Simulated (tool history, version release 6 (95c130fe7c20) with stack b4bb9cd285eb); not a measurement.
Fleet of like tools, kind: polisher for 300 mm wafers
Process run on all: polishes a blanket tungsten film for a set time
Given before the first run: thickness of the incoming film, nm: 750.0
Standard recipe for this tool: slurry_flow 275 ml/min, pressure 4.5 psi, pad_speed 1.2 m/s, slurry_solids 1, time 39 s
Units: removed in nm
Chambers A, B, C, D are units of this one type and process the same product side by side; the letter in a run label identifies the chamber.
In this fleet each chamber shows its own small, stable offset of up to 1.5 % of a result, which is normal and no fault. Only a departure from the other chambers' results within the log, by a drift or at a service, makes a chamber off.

-- day=0.017 chamber D: slurry tank refilled with fresh slurry and peroxide
-- day=0.067 chamber B: slurry blender recalibrated
run 1C day=0.396 | slurry_flow=275 pressure=4.5 pad_speed=1.2 slurry_solids=1 time=39 | removed=239.48
-- day=0.658 chamber C: slurry blender recalibrated
run 2B day=0.708 | slurry_flow=275 pressure=4.5 pad_speed=1.2 slurry_solids=1 time=39 | removed=246.81
-- day=1.033 chamber A: slurry blender recalibrated
run 3A day=1.112 | slurry_flow=275 pressure=4.5 pad_speed=1.2 slurry_solids=1 time=39 | removed=238.14
-- day=1.167 chamber C: slurry nozzle cleaned
run 4D day=1.604 | slurry_flow=275 pressure=4.5 pad_speed=1.2 slurry_solids=1 time=39 | removed=235.43
-- day=1.908 chamber A: worn pad replaced by a new one
-- day=2.1 chamber D: worn pad replaced by a new one
-- day=2.104 chamber B: worn pad replaced by a new one
run 5D day=2.167 | slurry_flow=275 pressure=4.5 pad_speed=1.2 slurry_solids=1 time=39 | removed=242.03
-- day=2.371 chamber B: head pressure recalibrated
run 6C day=2.454 | slurry_flow=275 pressure=4.5 pad_speed=1.2 slurry_solids=1 time=39 | removed=237.19
-- day=2.667 chamber C: worn pad replaced by a new one
run 7A day=2.967 | slurry_flow=275 pressure=4.5 pad_speed=1.2 slurry_solids=1 time=39 | removed=239.51
run 8B day=3.396 | slurry_flow=275 pressure=4.5 pad_speed=1.2 slurry_solids=1 time=39 | removed=245.23
-- day=3.596 chamber C: slurry tank refilled with fresh slurry and peroxide
run 9B day=3.796 | slurry_flow=275 pressure=4.5 pad_speed=0.86 slurry_solids=1 time=39 | removed=173.26
run 10A day=4.225 | slurry_flow=275 pressure=4.5 pad_speed=0.86 slurry_solids=1 time=39 | removed=171.62
run 11D day=4.667 | slurry_flow=275 pressure=4.5 pad_speed=0.86 slurry_solids=1 time=39 | removed=171.84
-- day=4.758 chamber A: worn pad replaced by a new one
-- day=4.975 chamber B: slurry nozzle cleaned
run 12C day=5.046 | slurry_flow=275 pressure=4.5 pad_speed=0.86 slurry_solids=1 time=39 | removed=173.52
-- day=5.117 chamber D: worn pad replaced by a new one
-- day=5.267 chamber B: worn pad replaced by a new one
-- day=5.512 chamber C: worn pad replaced by a new one
run 13B day=5.554 | slurry_flow=275 pressure=4.5 pad_speed=1.2 slurry_solids=1 time=39 | removed=243.1
-- day=5.646 chamber A: slurry tank refilled with fresh slurry and peroxide
-- day=5.875 chamber A: slurry blender recalibrated
run 14A day=6.008 | slurry_flow=275 pressure=4.5 pad_speed=1.2 slurry_solids=1 time=39 | removed=237.2
run 15C day=6.592 | slurry_flow=275 pressure=4.5 pad_speed=1.2 slurry_solids=1 time=39 | removed=242.98
-- day=6.904 chamber D: slurry tank refilled with fresh slurry and peroxide
run 16D day=6.975 | slurry_flow=275 pressure=4.5 pad_speed=1.2 slurry_solids=1 time=39 | removed=240.07
run 17A day=7.454 | slurry_flow=275 pressure=4.5 pad_speed=1.2 slurry_solids=1 time=39 | removed=246.41
-- day=7.462 chamber A: worn pad replaced by a new one
-- day=7.858 chamber C: slurry tank refilled with fresh slurry and peroxide
-- day=7.938 chamber B: worn pad replaced by a new one
run 18C day=7.988 | slurry_flow=275 pressure=4.5 pad_speed=1.2 slurry_solids=1 time=39 | removed=237.97
-- day=8.108 chamber B: slurry blender recalibrated
-- day=8.129 chamber D: worn pad replaced by a new one
-- day=8.3 chamber C: worn pad replaced by a new one
run 19D day=8.567 | slurry_flow=275 pressure=3.1 pad_speed=1.2 slurry_solids=1.3 time=39 | removed=170.39
run 20B day=9.167 | slurry_flow=275 pressure=3.1 pad_speed=1.2 slurry_solids=1.3 time=39 | removed=171.07
-- day=9.429 chamber D: slurry nozzle cleaned
run 21A day=9.767 | slurry_flow=275 pressure=3.1 pad_speed=1.2 slurry_solids=1.3 time=39 | removed=175.55
run 22B day=10.083 | slurry_flow=275 pressure=3.1 pad_speed=1.2 slurry_solids=1.3 time=39 | removed=170.3
-- day=10.204 chamber A: worn pad replaced by a new one
-- day=10.375 chamber C: slurry nozzle cleaned
run 23D day=10.408 | slurry_flow=275 pressure=4.5 pad_speed=1.2 slurry_solids=1 time=39 | removed=237.54
-- day=10.692 chamber A: slurry nozzle cleaned
-- day=10.771 chamber A: slurry blender recalibrated
-- day=10.779 chamber B: worn pad replaced by a new one
run 24C day=10.9 | slurry_flow=275 pressure=4.5 pad_speed=1.2 slurry_solids=1 time=39 | removed=240.76
-- day=10.962 chamber D: worn pad replaced by a new one
-- day=11.238 chamber C: worn pad replaced by a new one
run 25A day=11.458 | slurry_flow=275 pressure=4.5 pad_speed=1.2 slurry_solids=1 time=39 | removed=237.39
run 26B day=11.746 | slurry_flow=275 pressure=4.5 pad_speed=1.2 slurry_solids=1 time=39 | removed=224.4
-- day=11.792 chamber A: slurry tank refilled with fresh slurry and peroxide
run 27D day=12.142 | slurry_flow=275 pressure=4.5 pad_speed=1.2 slurry_solids=1 time=39 | removed=235.84
-- day=12.15 chamber C: slurry tank refilled with fresh slurry and peroxide
run 28C day=12.558 | slurry_flow=275 pressure=4.5 pad_speed=1.2 slurry_solids=1 time=39 | removed=239.78
-- day=12.754 chamber A: worn pad replaced by a new one
run 29B day=13.129 | slurry_flow=275 pressure=4.5 pad_speed=1.2 slurry_solids=1 time=39 | removed=219.56
run 30A day=13.654 | slurry_flow=275 pressure=4.5 pad_speed=1.2 slurry_solids=1 time=39 | removed=243.59
run 31C day=13.954 | slurry_flow=275 pressure=4.5 pad_speed=1.2 slurry_solids=1 time=39 | removed=244.08

Read the log: is a single chamber off, either drifting away or since a service, is the gauge that measures every chamber drifting, or is nothing wrong beyond small per-chamber offsets? Name any odd chamber and what most likely caused it.

One chamber, B, drifts off from the rest bit by bit.
Likeliest cause: peroxide lost from the slurry, % = 24.6.
With only this log, it may be confused with: head's pressure below its setpoint, %.

Chamber B could run next with any of the 4 candidate recipes listed below; each alters the usual settings, and their results appear as question marks. Which one brings its results back in line with what the other chambers deliver on the usual settings?
In line means no further than this from the other chambers' mean on the usual settings: removed 8.7 nm
run 32B-1 day=14.392 | slurry_flow=275 pressure=4.5 pad_speed=1.14 slurry_solids=1 time=37 | removed=?
run 32B-2 day=14.392 | slurry_flow=275 pressure=4.5 pad_speed=1.18 slurry_solids=1 time=38 | removed=?
run 32B-3 day=14.392 | slurry_flow=275 pressure=4.9 pad_speed=1.2 slurry_solids=1 time=39 | removed=?
run 32B-4 day=14.392 | slurry_flow=275 pressure=4.6 pad_speed=1.2 slurry_solids=1 time=39 | removed=?

The other chambers' mean on the usual settings: removed 239.38 nm
run=32B-1 removed=196.52
run=32B-2 removed=209.03
run=32B-3 removed=237.33
run=32B-4 removed=223
32B-3 is the one that brings the chamber's results back in line with the other chambers.
